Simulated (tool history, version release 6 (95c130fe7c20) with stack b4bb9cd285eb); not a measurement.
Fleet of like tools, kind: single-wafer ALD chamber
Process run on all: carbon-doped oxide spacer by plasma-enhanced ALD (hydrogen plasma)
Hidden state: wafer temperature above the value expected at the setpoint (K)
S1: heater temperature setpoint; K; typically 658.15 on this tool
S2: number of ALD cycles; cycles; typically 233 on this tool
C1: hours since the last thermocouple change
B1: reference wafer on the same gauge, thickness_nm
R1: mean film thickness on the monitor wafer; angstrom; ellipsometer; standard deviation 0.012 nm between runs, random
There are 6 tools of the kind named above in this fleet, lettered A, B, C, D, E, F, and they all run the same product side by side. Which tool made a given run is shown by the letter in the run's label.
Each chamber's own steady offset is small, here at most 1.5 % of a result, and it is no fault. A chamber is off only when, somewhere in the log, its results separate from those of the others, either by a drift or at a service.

run 1B day=0.483 | S1=658.15 S2=233 | C1=21.5 | B1=13.898 | R1=116.400
run 2E day=0.817 | S1=658.15 S2=233 | C1=1493.6 | B1=13.898 | R1=116.070
run 3C day=1.150 | S1=658.15 S2=233 | C1=1779.8 | B1=13.900 | R1=116.700
run 4D day=1.617 | S1=658.15 S2=233 | C1=671.0 | B1=13.895 | R1=116.410
-- day=1.888 chamber E: thermocouple changed; heater temperature recalibrated
run 5A day=2.171 | S1=658.15 S2=233 | C1=1064.2 | B1=13.894 | R1=117.290
run 6F day=2.679 | S1=658.15 S2=233 | C1=514.9 | B1=13.892 | R1=117.600
run 7B day=3.008 | S1=658.15 S2=233 | C1=82.1 | B1=13.889 | R1=116.160
run 8A day=3.554 | S1=658.15 S2=233 | C1=1097.4 | B1=13.888 | R1=116.890
run 9C day=4.183 | S1=658.15 S2=233 | C1=1852.6 | B1=13.889 | R1=116.490
run 10E day=4.717 | S1=658.15 S2=233 | C1=67.9 | B1=13.888 | R1=116.080
run 11D day=5.304 | S1=658.15 S2=233 | C1=759.5 | B1=13.887 | R1=116.170
run 12F day=5.850 | S1=658.15 S2=233 | C1=591.0 | B1=13.884 | R1=117.550
run 13D day=6.296 | S1=658.15 S2=233 | C1=783.3 | B1=13.879 | R1=116.270
run 14E day=6.783 | S1=658.15 S2=233 | C1=117.5 | B1=13.881 | R1=115.960
run 15B day=7.429 | S1=658.15 S2=233 | C1=188.2 | B1=13.878 | R1=115.840
run 16A day=7.954 | S1=658.15 S2=278 | C1=1203.0 | B1=13.876 | R1=139.640
run 17C day=8.325 | S1=658.15 S2=278 | C1=1952.0 | B1=13.879 | R1=138.950
run 18F day=8.858 | S1=658.15 S2=278 | C1=663.2 | B1=13.876 | R1=140.200
run 19A day=9.362 | S1=658.15 S2=278 | C1=1236.8 | B1=13.876 | R1=139.520
run 20F day=9.725 | S1=658.15 S2=278 | C1=684.0 | B1=13.877 | R1=139.810
run 21D day=10.179 | S1=658.15 S2=278 | C1=876.5 | B1=13.874 | R1=138.670
run 22E day=10.792 | S1=658.15 S2=233 | C1=213.7 | B1=13.868 | R1=115.930
run 23B day=11.279 | S1=658.15 S2=233 | C1=280.6 | B1=13.866 | R1=115.720
run 24C day=11.792 | S1=645.15 S2=233 | C1=2035.2 | B1=13.866 | R1=116.540
run 25C day=12.146 | S1=645.15 S2=233 | C1=2043.7 | B1=13.864 | R1=116.550
run 26D day=12.579 | S1=645.15 S2=233 | C1=934.1 | B1=13.866 | R1=116.170
run 27E day=13.175 | S1=645.15 S2=233 | C1=270.9 | B1=13.860 | R1=115.650
run 28B day=13.533 | S1=645.15 S2=233 | C1=334.7 | B1=13.866 | R1=115.960
run 29A day=14.062 | S1=645.15 S2=233 | C1=1349.6 | B1=13.860 | R1=116.870
run 30F day=14.621 | S1=658.15 S2=233 | C1=801.5 | B1=13.857 | R1=117.620
run 31F day=14.950 | S1=658.15 S2=233 | C1=809.4 | B1=13.858 | R1=117.310
run 32C day=15.629 | S1=658.15 S2=233 | C1=2127.3 | B1=13.856 | R1=116.330
run 33B day=16.179 | S1=647.15 S2=194 | C1=398.2 | B1=13.854 | R1=96.442
run 34A day=16.750 | S1=647.15 S2=194 | C1=1414.1 | B1=13.855 | R1=97.216
run 35E day=17.325 | S1=647.15 S2=194 | C1=370.5 | B1=13.852 | R1=96.353
run 36D day=17.800 | S1=647.15 S2=194 | C1=1059.4 | B1=13.851 | R1=96.538
run 37E day=18.300 | S1=647.15 S2=194 | C1=393.9 | B1=13.848 | R1=96.323
run 38D day=18.867 | S1=647.15 S2=194 | C1=1085.0 | B1=13.848 | R1=96.479
run 39B day=19.546 | S1=658.15 S2=233 | C1=479.0 | B1=13.845 | R1=115.840

Read the log: is a single chamber off, either drifting away or since a service, is the gauge that measures every chamber drifting, or is nothing wrong beyond small per-chamber offsets? Name any odd chamber and what most likely caused it.

No chamber is off; the gauge reading every chamber's wafers drifts, which makes the whole fleet appear to move together.
Likeliest cause: gauge reads low (%) = 0.412.
